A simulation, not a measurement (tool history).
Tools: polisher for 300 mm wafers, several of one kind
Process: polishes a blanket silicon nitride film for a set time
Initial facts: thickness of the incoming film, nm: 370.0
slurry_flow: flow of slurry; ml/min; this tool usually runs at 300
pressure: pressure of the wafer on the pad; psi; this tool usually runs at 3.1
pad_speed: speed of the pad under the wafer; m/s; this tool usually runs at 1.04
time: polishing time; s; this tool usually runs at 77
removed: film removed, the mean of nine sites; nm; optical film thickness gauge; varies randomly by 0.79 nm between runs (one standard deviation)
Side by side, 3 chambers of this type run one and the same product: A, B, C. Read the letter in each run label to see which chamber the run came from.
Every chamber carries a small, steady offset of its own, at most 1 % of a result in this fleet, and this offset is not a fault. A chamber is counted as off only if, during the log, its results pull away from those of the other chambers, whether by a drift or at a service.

run	day	slurry_flow	pressure	pad_speed	time	wafers polished on this pad	hours since the slurry nozzle was cleaned	hours since the head pressure was calibrated	removed
# day 0.404: chamber B: worn pad replaced by a new one
# day 0.483: chamber A: worn pad replaced by a new one
1C	0.508	300	3.1	1.04	77	561	93	585	98.386
2B	0.954	300	3.1	1.04	77	134	384.4	431.1	99.993
3A	1.492	300	3.1	1.04	77	245	38.9	1637.9	99.86
4B	2.021	300	3.1	1.04	77	392	410	456.7	98.275
5C	2.504	300	3.1	1.04	62	1045	140.9	632.9	77.528
# day 2.912: chamber C: worn pad replaced by a new one
6A	2.962	300	3.1	1.04	62	601	74.2	1673.2	80.673
7C	3.362	300	3.1	1.04	62	109	161.5	653.5	78.154
8B	3.675	300	3.1	1.04	77	793	449.7	496.4	99.51
# day 3.8: chamber C: slurry nozzle cleaned
# day 3.975: chamber A: worn pad replaced by a new one
9A	4.017	300	3.1	1.04	77	10	99.5	1698.5	99.071
# day 4.142: chamber A: head pressure recalibrated
# day 4.288: chamber B: worn pad replaced by a new one
10C	4.479	300	3.1	1.04	77	380	16.4	680.3	95.562
11B	5.088	300	3.1	1.04	77	194	483.6	530.3	98.24
12A	5.458	300	3.1	1.38	77	360	134.1	31.6	124.28
13B	5.858	300	3.1	1.38	77	380	502.1	548.8	122.4
14C	6.138	300	3.1	1.38	77	782	56.2	720.1	119.56
15A	6.433	300	3.1	1.04	77	596	157.5	55	98.623
16B	7.042	230	3.1	1.04	87	667	530.5	577.2	106.48
17A	7.458	230	3.1	1.04	87	844	182.1	79.6	108.74
18C	7.917	230	3.1	1.04	87	1213	98.9	762.8	103.51
# day 7.942: chamber A: worn pad replaced by a new one
# day 8.054: chamber C: worn pad replaced by a new one
19B	8.512	300	3.1	1.04	77	1024	565.8	612.5	98.347
20A	9.025	300	3.1	1.04	77	262	219.7	117.2	99.298
21C	9.483	300	3.1	1.04	77	347	136.5	800.4	93.817

All 3 chambers run these settings next. Forecast each chamber's results:
22A	9.921	300	3.1	1.04	77				?
22B	9.921	300	3.1	1.04	77				?
22C	9.921	300	3.1	1.04	77				?

run	removed
22A	98.937
22B	98.804
22C	94.466

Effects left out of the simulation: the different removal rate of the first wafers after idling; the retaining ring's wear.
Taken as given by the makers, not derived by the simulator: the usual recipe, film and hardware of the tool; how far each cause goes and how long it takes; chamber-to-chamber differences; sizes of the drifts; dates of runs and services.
